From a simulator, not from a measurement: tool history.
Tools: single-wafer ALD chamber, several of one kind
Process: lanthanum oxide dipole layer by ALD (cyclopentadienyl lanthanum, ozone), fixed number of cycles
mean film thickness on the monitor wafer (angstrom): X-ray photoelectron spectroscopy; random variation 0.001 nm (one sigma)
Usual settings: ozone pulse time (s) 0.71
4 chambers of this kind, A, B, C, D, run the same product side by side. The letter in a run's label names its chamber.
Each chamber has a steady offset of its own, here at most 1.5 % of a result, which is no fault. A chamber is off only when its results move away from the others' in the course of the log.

run   hour  ozone pulse time (s)  hours since the last thermocouple change  hours since the last ozone generator service  read-back reference wafer on the same gauge, thickness_nm  mean film thickness on the monitor wafer (angstrom)
 1C    7.8                  0.71                                     236.7                                          81.2                                                    0.49392                                               4.3244
 2D   12.9                  0.71                                       947                                         398.3                                                     0.4939                                               4.3988
 3B   20.3                  0.71                                    2393.5                                         649.7                                                    0.49411                                               4.3849
 4A   27.9                  0.71                                       989                                         558.3                                                    0.49402                                                4.378
 5D   33.1                  0.88                                     967.2                                         418.5                                                      0.494                                                4.816
 6B   41.8                  0.88                                      2415                                         671.2                                                     0.4938                                               4.8138
 7A   50.9                  0.88                                      1012                                         581.3                                                    0.49411                                                4.798
 8C   58.7                  0.88                                     287.6                                         132.1                                                    0.49385                                                 4.72
 9C   64.5                  0.71                                     293.4                                         137.9                                                     0.4943                                               4.3181
10A   71.1                  0.71                                    1032.2                                         601.5                                                    0.49422                                               4.3976
11B   80.8                  0.71                                      2454                                         710.2                                                    0.49409                                               4.3812
12D   85.3                  0.71                                    1019.4                                         470.7                                                    0.49411                                               4.4061
      88.1  -- chamber B: thermocouple changed; heater temperature recalibrated
13A   89.6                  0.71                                    1050.7                                           620                                                    0.49394                                               4.3802
14D   94.7                  0.71                                    1028.8                                         480.1                                                    0.49392                                               4.4037
15C  101.3                  0.71                                     330.2                                         174.7                                                    0.49403                                               4.3306
16B  109.2                  0.71                                      21.2                                         738.6                                                    0.49425                                               4.3583
17D  118.7                  0.71                                    1052.8                                         504.1                                                    0.49388                                                4.406
18B    128                  0.71                                        40                                         757.4                                                    0.49398                                               4.3608
19C  137.7                  0.71                                     366.6                                         211.1                                                     0.4937                                               4.3184
20A  147.5                  0.71                                    1108.6                                         677.9                                                    0.49397                                               4.3645
21A  156.6                  0.71                                    1117.7                                           687                                                    0.49389                                               4.4036
22D    163                  0.71                                    1097.1                                         548.4                                                     0.4939                                               4.3974
23B  168.1                  0.71                                      80.1                                         797.5                                                    0.49394                                                4.332
24C  172.6                  0.71                                     401.5                                           246                                                    0.49407                                               4.3101
25A  180.7                  0.71                                    1141.8                                         711.1                                                    0.49393                                               4.4022
26C    186                  0.71                                     414.9                                         259.4                                                    0.49399                                               4.3305
27B  193.8                  0.71                                     105.8                                         823.2                                                      0.494                                               4.3155
28D  200.4                  0.71                                    1134.5                                         585.8                                                    0.49367                                               4.3843
29C  208.3                  0.57                                     437.2                                         281.7                                                    0.49426                                               3.8521
30D  217.1                  0.57                                    1151.2                                         602.5                                                    0.49409                                               3.9505
31B  226.9                  0.57                                     138.9                                         856.3                                                    0.49375                                                3.818
32A  234.1                  0.57                                    1195.2                                         764.5                                                    0.49399                                               3.9149
33D  238.5                  0.71                                    1172.6                                         623.9                                                    0.49409                                               4.3887
34C  244.7                  0.71                                     473.6                                         318.1                                                    0.49414                                                4.313
35A  253.2                  0.71                                    1214.3                                         783.6                                                     0.4938                                               4.3892
36B  261.9                  0.71                                     173.9                                         891.3                                                    0.49403                                               4.2656

All 4 chambers run these settings next. Forecast each chamber's results:
37A  269.1                  0.45                                                                                                                                                                                                       ?
37B  269.1                  0.45                                                                                                                                                                                                       ?
37C  269.1                  0.45                                                                                                                                                                                                       ?
37D  269.1                  0.45                                                                                                                                                                                                       ?

run  mean film thickness on the monitor wafer (angstrom)
37A                                               3.4247
37B                                               3.2651
37C                                               3.3667
37D                                               3.4382
